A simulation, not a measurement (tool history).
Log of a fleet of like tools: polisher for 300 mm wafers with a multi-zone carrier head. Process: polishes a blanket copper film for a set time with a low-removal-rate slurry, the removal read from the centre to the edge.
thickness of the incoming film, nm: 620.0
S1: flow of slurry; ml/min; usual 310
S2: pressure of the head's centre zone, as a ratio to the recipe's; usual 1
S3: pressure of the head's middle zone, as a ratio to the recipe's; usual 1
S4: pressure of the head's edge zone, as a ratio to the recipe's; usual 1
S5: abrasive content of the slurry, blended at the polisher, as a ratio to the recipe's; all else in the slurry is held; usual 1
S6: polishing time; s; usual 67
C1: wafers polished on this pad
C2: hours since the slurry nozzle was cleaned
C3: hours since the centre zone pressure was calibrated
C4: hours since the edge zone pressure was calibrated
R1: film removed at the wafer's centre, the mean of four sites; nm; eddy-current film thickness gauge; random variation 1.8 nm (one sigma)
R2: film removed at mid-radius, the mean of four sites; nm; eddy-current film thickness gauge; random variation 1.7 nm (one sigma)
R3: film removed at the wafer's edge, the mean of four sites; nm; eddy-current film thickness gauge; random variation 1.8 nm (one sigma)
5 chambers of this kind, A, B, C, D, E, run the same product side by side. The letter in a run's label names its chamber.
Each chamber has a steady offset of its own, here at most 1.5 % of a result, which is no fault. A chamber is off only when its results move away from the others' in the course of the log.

run   hour   S1    S2   S3    S4  S5  S6    C1     C2     C3     C4      R1      R2      R3
 1D    7.4  310     1    1     1   1  67   553   75.7  574.1  590.2  259.05  255.62   260.9
 2A   11.2  310     1    1     1   1  67   125   14.6  281.6  253.2  258.46  255.75  257.83
 3C   14.8  310     1    1     1   1  67   173  404.8   45.1  185.5  263.69  256.48  256.43
 4B   21.7  310     1    1     1   1  67   756    363   64.7  399.9  258.88  257.72  257.73
 5E   27.3  310     1    1     1   1  67   939  193.4  283.1  400.4  257.02  258.29  257.49
      28.2  -- chamber D: worn pad replaced by a new one
 6C   32.6  310     1    1     1   1  67   343  422.6   62.9  203.3  256.67  259.22  259.14
 7A   36.8  310     1    1     1   1  67   370   40.2  307.2  278.8   254.5  255.71  253.16
      37.5  -- chamber E: worn pad replaced by a new one
 8E   41.7  310     1  0.9  1.11   1  67    40  207.8  297.5  414.8  256.94  235.88  274.38
 9B   49.4  310     1  0.9  1.11   1  67  1021  390.7   92.4  427.6  257.76   233.1  275.33
10D   54.4  310     1  0.9  1.11   1  67   251  122.7  621.1  637.2   256.8  231.93  274.38
11B   59.3  310     1  0.9  1.11   1  67  1116  400.6  102.3  437.5  257.38  234.38   273.3
      63.3  -- chamber B: slurry nozzle cleaned
12E   63.3  310     1  0.9  1.11   1  67   247  229.4  319.1  436.4  257.48  236.67  274.55
13A   70.2  310     1    1     1   1  46   690   73.6  340.6  312.2  177.34  175.02  174.19
      72.5  -- chamber A: worn pad replaced by a new one
14D   77.7  310     1    1     1   1  46   474    146  644.4  660.5  179.19  177.04  178.78
15C     84  310     1    1     1   1  46   834    474  114.3  254.7  178.68  176.27  174.55
      86.8  -- chamber B: worn pad replaced by a new one
16B   89.9  310     1    1     1   1  46    30   26.7  132.9  468.1  179.24  178.75   175.5
      91.6  -- chamber D: centre zone pressure recalibrated
      93.2  -- chamber C: worn pad replaced by a new one
17D   97.5  310     1    1     1   1  46   663  165.8      6  680.3  176.99  175.29  177.12
      99.1  -- chamber D: worn pad replaced by a new one
      99.4  -- chamber B: edge zone pressure recalibrated
18C  105.4  310     1    1     1   1  67   117  495.4  135.7  276.1  256.94  257.92  257.67
19E    112  310     1    1     1   1  67   712  278.1  367.8  485.1  255.94  260.38  257.19
20A  116.5  310     1    1     1   1  67   421  119.9  386.9  358.5  253.39  256.23   258.9
21E  122.9  310     1    1     1   1  67   816    289  378.7    496  253.83  255.53  257.35
     125.3  -- chamber E: worn pad replaced by a new one
22C  129.2  310     1    1     1   1  67   344  519.2  159.5  299.9  260.32  256.85  257.11
23B  137.1  310     1    1  1.05   1  67   481   73.9  180.1   37.7  261.61  258.72  265.29
24D  142.6  310     1    1  1.05   1  67   416  210.9   51.1  725.4  258.23  254.86  261.88
25A  148.3  310     1    1  1.05   1  67   725  151.7  418.7  390.3  247.94  255.45  262.41
26D  153.6  310     1    1  1.05   1  67   521  221.9   62.1  736.4  255.34  254.75  268.88
27C  159.6  310     1    1  1.05   1  67   635  549.6  189.9  330.3  260.27  252.79  264.03
     164.4  -- chamber A: worn pad replaced by a new one
28E  166.3  310     1    1     1   1  67   392  332.4  422.1  539.4  254.44  258.22  255.96
     169.9  -- chamber D: worn pad replaced by a new one
29B  171.6  310     1    1     1   1  67   811  108.4  214.6   72.2  258.62  260.14   260.2
     173.2  -- chamber C: worn pad replaced by a new one
       175  -- chamber D: slurry nozzle cleaned
30A  177.9  310     1    1     1   1  67   129  181.3  448.3  419.9  246.34  259.33  255.39
     178.6  -- chamber C: slurry nozzle cleaned
31B  181.9  310     1    1     1   1  67   910  118.7  224.9   82.5  259.39  258.98  258.83
     184.5  -- chamber C: edge zone pressure recalibrated
32A    186  310     1    1     1   1  67   206  189.4  456.4    428  244.98  257.48  254.01
33E  192.7  310     1    1     1   1  67   645  358.8  448.5  565.8  258.02   260.2  256.49
34D  198.7  310  1.07    1     1   1  57   275   23.8  107.2  781.5  236.36  217.61  222.05
35C  205.8  310  1.07    1     1   1  57   312   27.3  236.1   21.3  234.57  220.93  219.92
     211.6  -- chamber E: worn pad replaced by a new one
36E  213.5  310  1.07    1     1   1  57    18  379.6  469.3  586.6  235.72  222.39  218.87
37D  218.8  310  1.07    1     1   1  57   468   43.9  127.3  801.6  238.32  218.39  215.47
38C  225.8  310  1.07    1     1   1  57   503   47.3  256.1   41.3  238.12  219.77  217.97
39A  231.3  310     1    1     1   1  67   639  234.7  501.7  473.3  237.58  256.69  253.13
     233.3  -- chamber B: worn pad replaced by a new one
40B  239.2  310     1    1  0.95   1  67    57    176  282.2  139.8  258.98  257.87  253.26
     240.4  -- chamber D: worn pad replaced by a new one
41D  246.8  310     1    1  0.95   1  67    62   71.9  155.3  829.6  256.91  255.09  252.16
42E  251.6  310     1    1  0.95   1  67   382  417.7  507.4  624.7  256.15  259.11   251.4

All 5 chambers run these settings next. Forecast each chamber's results:
43A  257.3  310   1   1   1   1  75                   ?   ?   ?
43B  257.3  310   1   1   1   1  75                   ?   ?   ?
43C  257.3  310   1   1   1   1  75                   ?   ?   ?
43D  257.3  310   1   1   1   1  75                   ?   ?   ?
43E  257.3  310   1   1   1   1  75                   ?   ?   ?

run      R1      R2      R3
43A  263.26  289.37  283.98
43B  292.56  289.46  290.03
43C  291.05  287.23  287.36
43D   288.5  285.28  287.43
43E  286.68  289.87  286.16
